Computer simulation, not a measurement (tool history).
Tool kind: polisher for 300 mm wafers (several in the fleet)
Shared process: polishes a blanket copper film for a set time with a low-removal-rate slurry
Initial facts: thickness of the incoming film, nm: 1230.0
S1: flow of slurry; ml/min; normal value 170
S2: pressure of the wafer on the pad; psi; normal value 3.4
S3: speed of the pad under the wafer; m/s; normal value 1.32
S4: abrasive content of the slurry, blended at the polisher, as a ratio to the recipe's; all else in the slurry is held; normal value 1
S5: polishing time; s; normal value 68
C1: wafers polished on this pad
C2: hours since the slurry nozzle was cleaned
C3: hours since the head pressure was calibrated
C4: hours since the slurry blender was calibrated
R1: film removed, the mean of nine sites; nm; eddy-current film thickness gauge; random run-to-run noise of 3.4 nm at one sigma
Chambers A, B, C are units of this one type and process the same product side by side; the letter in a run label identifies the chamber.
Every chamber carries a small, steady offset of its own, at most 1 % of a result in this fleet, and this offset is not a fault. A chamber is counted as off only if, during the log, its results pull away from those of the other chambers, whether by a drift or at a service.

| run | hour | S1 | S2 | S3 | S4 | S5 | C1 | C2 | C3 | C4 | R1 |
|---|---|---|---|---|---|---|---|---|---|---|---|
| 1C | 5.9 | 170 | 3.4 | 1.32 | 1 | 68 | 240 | 391.1 | 686.4 | 126.8 | 292.03 |
|  | 7.2 | chamber B: slurry blender recalibrated |
| 2A | 11.7 | 170 | 3.4 | 1.32 | 1 | 68 | 754 | 236.9 | 350.2 | 27.4 | 288.52 |
| 3B | 16.2 | 170 | 3.4 | 1.32 | 1 | 68 | 1260 | 326.3 | 247.7 | 9.1 | 287.41 |
|  | 19.1 | chamber A: head pressure recalibrated |
| 4B | 19.2 | 170 | 3.4 | 1.32 | 1 | 68 | 1285 | 329.3 | 250.7 | 12.1 | 291.02 |
| 5A | 23.3 | 170 | 3.4 | 1.32 | 1 | 68 | 849 | 248.5 | 4.3 | 39 | 291.35 |
|  | 25.9 | chamber B: worn pad replaced by a new one |
| 6C | 26 | 170 | 3.4 | 1.32 | 1 | 68 | 404 | 411.2 | 706.5 | 146.9 | 290.58 |
| 7B | 28.8 | 170 | 3.4 | 1.32 | 0.7 | 68 | 24 | 338.9 | 260.3 | 21.7 | 271.77 |
| 8A | 34.1 | 170 | 3.4 | 1.32 | 0.7 | 68 | 937 | 259.3 | 15.1 | 49.8 | 268.82 |
| 9C | 39.5 | 170 | 3.4 | 1.32 | 0.7 | 68 | 515 | 424.7 | 720 | 160.4 | 268.41 |
| 10C | 42.9 | 170 | 3.4 | 1.32 | 1 | 68 | 542 | 428.1 | 723.4 | 163.8 | 287.71 |
| 11B | 47.3 | 170 | 3.4 | 1.32 | 1 | 68 | 175 | 357.4 | 278.8 | 40.2 | 291.61 |
| 12A | 51.7 | 170 | 3.4 | 1.48 | 1 | 68 | 1081 | 276.9 | 32.7 | 67.4 | 320.82 |
| 13A | 54.9 | 170 | 3.4 | 1.48 | 1 | 68 | 1107 | 280.1 | 35.9 | 70.6 | 317.3 |
| 14C | 59.9 | 170 | 3.4 | 1.48 | 1 | 68 | 681 | 445.1 | 740.4 | 180.8 | 326.83 |
| 15B | 63.6 | 170 | 3.4 | 1.32 | 1 | 68 | 308 | 373.7 | 295.1 | 56.5 | 291.68 |
|  | 67.3 | chamber B: slurry nozzle cleaned |
| 16B | 67.8 | 170 | 3.4 | 1.32 | 1 | 68 | 342 | 0.5 | 299.3 | 60.7 | 292.78 |
| 17A | 70.8 | 170 | 3.4 | 1.32 | 1 | 68 | 1237 | 296 | 51.8 | 86.5 | 283.15 |
|  | 74.7 | chamber C: slurry nozzle cleaned |
| 18C | 76.3 | 170 | 3.4 | 1.32 | 1 | 68 | 815 | 1.7 | 756.8 | 197.2 | 295.17 |
| 19C | 81.9 | 170 | 3.4 | 1.32 | 1 | 68 | 861 | 7.3 | 762.4 | 202.8 | 290.4 |
| 20A | 86.6 | 170 | 3.4 | 1.32 | 1 | 68 | 1366 | 311.8 | 67.6 | 102.3 | 279.79 |
| 21B | 89.9 | 170 | 3.4 | 1.32 | 1 | 68 | 523 | 22.6 | 321.4 | 82.8 | 292.9 |
| 22C | 92.7 | 170 | 3.4 | 1.32 | 1 | 68 | 949 | 18.1 | 773.2 | 213.6 | 292.45 |
| 23B | 98.1 | 170 | 3.4 | 1.32 | 1 | 68 | 590 | 30.8 | 329.6 | 91 | 289.58 |
| 24A | 103.5 | 170 | 3.4 | 1.32 | 1 | 68 | 1504 | 328.7 | 84.5 | 119.2 | 273.42 |
| 25A | 107.3 | 170 | 3.4 | 1.32 | 1 | 68 | 1535 | 332.5 | 88.3 | 123 | 275.38 |
| 26C | 110.9 | 170 | 3.4 | 1.32 | 1 | 68 | 1098 | 36.3 | 791.4 | 231.8 | 297.71 |
| 27B | 116.9 | 170 | 3.4 | 1.32 | 1 | 68 | 743 | 49.6 | 348.4 | 109.8 | 290.85 |
| 28A | 122.2 | 170 | 3.4 | 1.32 | 1 | 68 | 1656 | 347.4 | 103.2 | 137.9 | 268.64 |
|  | 126.3 | chamber C: worn pad replaced by a new one |
| 29C | 127.4 | 170 | 3.4 | 1.32 | 1 | 68 | 9 | 52.8 | 807.9 | 248.3 | 294.97 |
| 30B | 131.9 | 170 | 3.4 | 1.32 | 1 | 68 | 866 | 64.6 | 363.4 | 124.8 | 294.55 |
| 31A | 136 | 170 | 3.4 | 1.32 | 1.2 | 68 | 1769 | 361.2 | 117 | 151.7 | 279.48 |
| 32C | 140.1 | 170 | 3.4 | 1.32 | 1.2 | 68 | 112 | 65.5 | 820.6 | 261 | 305.57 |
| 33B | 143.5 | 170 | 3.4 | 1.32 | 1.2 | 68 | 961 | 76.2 | 375 | 136.4 | 301.06 |
| 34B | 146.7 | 170 | 3.4 | 1.32 | 1 | 68 | 987 | 79.4 | 378.2 | 139.6 | 286.57 |
| 35A | 150.2 | 170 | 3.4 | 1.32 | 1 | 68 | 1885 | 375.4 | 131.2 | 165.9 | 267.38 |
| 36C | 152.8 | 170 | 3.4 | 1.32 | 1 | 68 | 216 | 78.2 | 833.3 | 273.7 | 283.92 |
| 37A | 155.4 | 170 | 3.4 | 1.32 | 1 | 68 | 1928 | 380.6 | 136.4 | 171.1 | 260.9 |
| 38C | 159.2 | 170 | 3.4 | 1.32 | 1 | 68 | 268 | 84.6 | 839.7 | 280.1 | 291.37 |
|  | 161.6 | chamber C: slurry blender recalibrated |
| 39B | 163.7 | 170 | 3.4 | 1.32 | 1 | 68 | 1126 | 96.4 | 395.2 | 156.6 | 291.71 |
|  | 164.3 | chamber A: slurry blender recalibrated |
| 40B | 169.7 | 170 | 3.4 | 1.32 | 1.2 | 68 | 1175 | 102.4 | 401.2 | 162.6 | 301.91 |
| 41A | 174.4 | 170 | 3.4 | 1.32 | 1.2 | 68 | 2083 | 399.6 | 155.4 | 10.1 | 271.49 |
| 42C | 179.9 | 170 | 3.4 | 1.32 | 1.2 | 68 | 438 | 105.3 | 860.4 | 18.3 | 310.48 |
| 43B | 184.7 | 170 | 3.4 | 1.32 | 1 | 68 | 1297 | 117.4 | 416.2 | 177.6 | 290.55 |

Next, all 3 chambers run the settings below, one line each with question marks for the results. What does each chamber give?
| 44A | 189 | 170 | 3.4 | 1.32 | 1 | 68 |  |  |  |  | ? |
| 44B | 189 | 170 | 3.4 | 1.32 | 1 | 68 |  |  |  |  | ? |
| 44C | 189 | 170 | 3.4 | 1.32 | 1 | 68 |  |  |  |  | ? |

| run | R1 |
|---|---|
| 44A | 256.78 |
| 44B | 295.11 |
| 44C | 290.15 |

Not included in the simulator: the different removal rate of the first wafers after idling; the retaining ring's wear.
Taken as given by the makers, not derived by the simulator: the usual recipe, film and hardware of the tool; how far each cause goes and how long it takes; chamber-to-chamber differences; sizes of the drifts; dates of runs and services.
